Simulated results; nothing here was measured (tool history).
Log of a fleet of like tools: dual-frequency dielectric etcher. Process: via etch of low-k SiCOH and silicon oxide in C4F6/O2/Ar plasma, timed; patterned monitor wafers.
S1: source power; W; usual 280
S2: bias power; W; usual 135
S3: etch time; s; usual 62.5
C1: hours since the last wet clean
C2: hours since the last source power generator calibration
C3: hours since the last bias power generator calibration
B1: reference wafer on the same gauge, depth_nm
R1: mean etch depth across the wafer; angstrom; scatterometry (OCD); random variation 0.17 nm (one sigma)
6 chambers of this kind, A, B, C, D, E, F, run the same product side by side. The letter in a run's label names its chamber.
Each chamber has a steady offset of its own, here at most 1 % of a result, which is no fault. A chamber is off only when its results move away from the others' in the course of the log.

{"hour": 1.8, "done": "chamber C: source power generator calibrated"}
{"run": "1C", "hour": 3.0, "S1": 280, "S2": 135, "S3": 62.5, "C1": 147.5, "C2": 1.3, "C3": 708.3, "B1": 116.97, "R1": 1289.0}
{"run": "2F", "hour": 8.5, "S1": 280, "S2": 135, "S3": 62.5, "C1": 300.1, "C2": 903.0, "C3": 594.8, "B1": 116.96, "R1": 1307.3}
{"run": "3E", "hour": 12.6, "S1": 280, "S2": 135, "S3": 62.5, "C1": 114.8, "C2": 364.7, "C3": 1529.4, "B1": 116.98, "R1": 1305.8}
{"run": "4D", "hour": 18.8, "S1": 280, "S2": 135, "S3": 62.5, "C1": 159.8, "C2": 1478.4, "C3": 1622.0, "B1": 116.95, "R1": 1299.6}
{"run": "5B", "hour": 22.1, "S1": 280, "S2": 135, "S3": 62.5, "C1": 253.1, "C2": 520.2, "C3": 2301.6, "B1": 116.9, "R1": 1294.9}
{"run": "6A", "hour": 28.1, "S1": 280, "S2": 135, "S3": 62.5, "C1": 391.0, "C2": 434.5, "C3": 2115.7, "B1": 116.92, "R1": 1302.0}
{"run": "7C", "hour": 32.1, "S1": 280, "S2": 120, "S3": 62.5, "C1": 176.6, "C2": 30.4, "C3": 737.4, "B1": 116.86, "R1": 1244.6}
{"run": "8B", "hour": 35.6, "S1": 280, "S2": 120, "S3": 62.5, "C1": 266.6, "C2": 533.7, "C3": 2315.1, "B1": 116.92, "R1": 1251.0}
{"run": "9A", "hour": 39.2, "S1": 280, "S2": 120, "S3": 62.5, "C1": 402.1, "C2": 445.6, "C3": 2126.8, "B1": 116.85, "R1": 1254.3}
{"run": "10D", "hour": 42.6, "S1": 280, "S2": 120, "S3": 62.5, "C1": 183.6, "C2": 1502.2, "C3": 1645.8, "B1": 116.89, "R1": 1254.7}
{"run": "11E", "hour": 46.3, "S1": 280, "S2": 120, "S3": 62.5, "C1": 148.5, "C2": 398.4, "C3": 1563.1, "B1": 116.84, "R1": 1263.0}
{"run": "12F", "hour": 51.3, "S1": 280, "S2": 120, "S3": 62.5, "C1": 342.9, "C2": 945.8, "C3": 637.6, "B1": 116.81, "R1": 1259.8}
{"run": "13D", "hour": 56.9, "S1": 280, "S2": 135, "S3": 62.5, "C1": 197.9, "C2": 1516.5, "C3": 1660.1, "B1": 116.78, "R1": 1298.0}
{"run": "14B", "hour": 60.3, "S1": 280, "S2": 135, "S3": 62.5, "C1": 291.3, "C2": 558.4, "C3": 2339.8, "B1": 116.78, "R1": 1296.4}
{"run": "15A", "hour": 66.3, "S1": 280, "S2": 135, "S3": 62.5, "C1": 429.2, "C2": 472.7, "C3": 2153.9, "B1": 116.74, "R1": 1304.2}
{"run": "16E", "hour": 69.2, "S1": 280, "S2": 148, "S3": 62.5, "C1": 171.4, "C2": 421.3, "C3": 1586.0, "B1": 116.75, "R1": 1340.8}
{"run": "17F", "hour": 73.8, "S1": 280, "S2": 148, "S3": 62.5, "C1": 365.4, "C2": 968.3, "C3": 660.1, "B1": 116.73, "R1": 1342.1}
{"run": "18C", "hour": 79.9, "S1": 280, "S2": 148, "S3": 62.5, "C1": 224.4, "C2": 78.2, "C3": 785.2, "B1": 116.69, "R1": 1321.6}
{"run": "19E", "hour": 85.5, "S1": 280, "S2": 148, "S3": 62.5, "C1": 187.7, "C2": 437.6, "C3": 1602.3, "B1": 116.7, "R1": 1341.3}
{"run": "20B", "hour": 88.6, "S1": 280, "S2": 148, "S3": 62.5, "C1": 319.6, "C2": 586.7, "C3": 2368.1, "B1": 116.67, "R1": 1330.7}
{"hour": 92.4, "done": "chamber A: wet clean of the chamber"}
{"run": "21D", "hour": 92.6, "S1": 280, "S2": 148, "S3": 62.5, "C1": 233.6, "C2": 1552.2, "C3": 1695.8, "B1": 116.68, "R1": 1331.8}
{"run": "22C", "hour": 95.9, "S1": 240, "S2": 165, "S3": 62.5, "C1": 240.4, "C2": 94.2, "C3": 801.2, "B1": 116.65, "R1": 1285.4}
{"run": "23F", "hour": 99.9, "S1": 240, "S2": 165, "S3": 62.5, "C1": 391.5, "C2": 994.4, "C3": 686.2, "B1": 116.62, "R1": 1306.4}
{"run": "24A", "hour": 105.6, "S1": 240, "S2": 165, "S3": 62.5, "C1": 13.2, "C2": 512.0, "C3": 2193.2, "B1": 116.63, "R1": 1303.9}
{"run": "25E", "hour": 109.1, "S1": 240, "S2": 165, "S3": 62.5, "C1": 211.3, "C2": 461.2, "C3": 1625.9, "B1": 116.64, "R1": 1308.9}
{"run": "26C", "hour": 114.4, "S1": 240, "S2": 165, "S3": 62.5, "C1": 258.9, "C2": 112.7, "C3": 819.7, "B1": 116.62, "R1": 1285.7}
{"run": "27D", "hour": 118.8, "S1": 240, "S2": 165, "S3": 62.5, "C1": 259.8, "C2": 1578.4, "C3": 1722.0, "B1": 116.53, "R1": 1293.9}
{"run": "28A", "hour": 123.9, "S1": 280, "S2": 102, "S3": 57.0, "C1": 31.5, "C2": 530.3, "C3": 2211.5, "B1": 116.61, "R1": 1087.5}
{"hour": 125.8, "done": "chamber B: wet clean of the chamber"}
{"run": "29F", "hour": 127.5, "S1": 280, "S2": 102, "S3": 57.0, "C1": 419.1, "C2": 1022.0, "C3": 713.8, "B1": 116.52, "R1": 1093.6}
{"run": "30B", "hour": 133.3, "S1": 280, "S2": 102, "S3": 57.0, "C1": 7.6, "C2": 631.4, "C3": 2412.8, "B1": 116.49, "R1": 1086.1}
{"run": "31C", "hour": 139.6, "S1": 280, "S2": 102, "S3": 57.0, "C1": 284.1, "C2": 137.9, "C3": 844.9, "B1": 116.52, "R1": 1079.5}
{"run": "32E", "hour": 142.6, "S1": 280, "S2": 102, "S3": 57.0, "C1": 244.8, "C2": 494.7, "C3": 1659.4, "B1": 116.45, "R1": 1093.3}
{"run": "33D", "hour": 146.5, "S1": 280, "S2": 102, "S3": 57.0, "C1": 287.5, "C2": 1606.1, "C3": 1749.7, "B1": 116.44, "R1": 1088.6}
{"run": "34F", "hour": 149.8, "S1": 280, "S2": 135, "S3": 62.5, "C1": 441.4, "C2": 1044.3, "C3": 736.1, "B1": 116.43, "R1": 1300.0}
{"run": "35A", "hour": 154.7, "S1": 280, "S2": 135, "S3": 62.5, "C1": 62.3, "C2": 561.1, "C3": 2242.3, "B1": 116.4, "R1": 1298.8}
{"run": "36B", "hour": 158.5, "S1": 280, "S2": 135, "S3": 62.5, "C1": 32.8, "C2": 656.6, "C3": 2438.0, "B1": 116.45, "R1": 1293.2}
{"run": "37B", "hour": 163.5, "S1": 280, "S2": 135, "S3": 62.5, "C1": 37.8, "C2": 661.6, "C3": 2443.0, "B1": 116.39, "R1": 1289.2}
{"run": "38A", "hour": 169.1, "S1": 280, "S2": 135, "S3": 62.5, "C1": 76.7, "C2": 575.5, "C3": 2256.7, "B1": 116.44, "R1": 1294.8}

What goes on in this fleet: one chamber off, a drifting gauge, or nothing beyond the chambers' own small offsets? Name the chamber and the cause, if any.

The gauge drifts, so all chambers seem to drift together. No chamber is off.
Cause: gauge reads low (%) = 0.536.

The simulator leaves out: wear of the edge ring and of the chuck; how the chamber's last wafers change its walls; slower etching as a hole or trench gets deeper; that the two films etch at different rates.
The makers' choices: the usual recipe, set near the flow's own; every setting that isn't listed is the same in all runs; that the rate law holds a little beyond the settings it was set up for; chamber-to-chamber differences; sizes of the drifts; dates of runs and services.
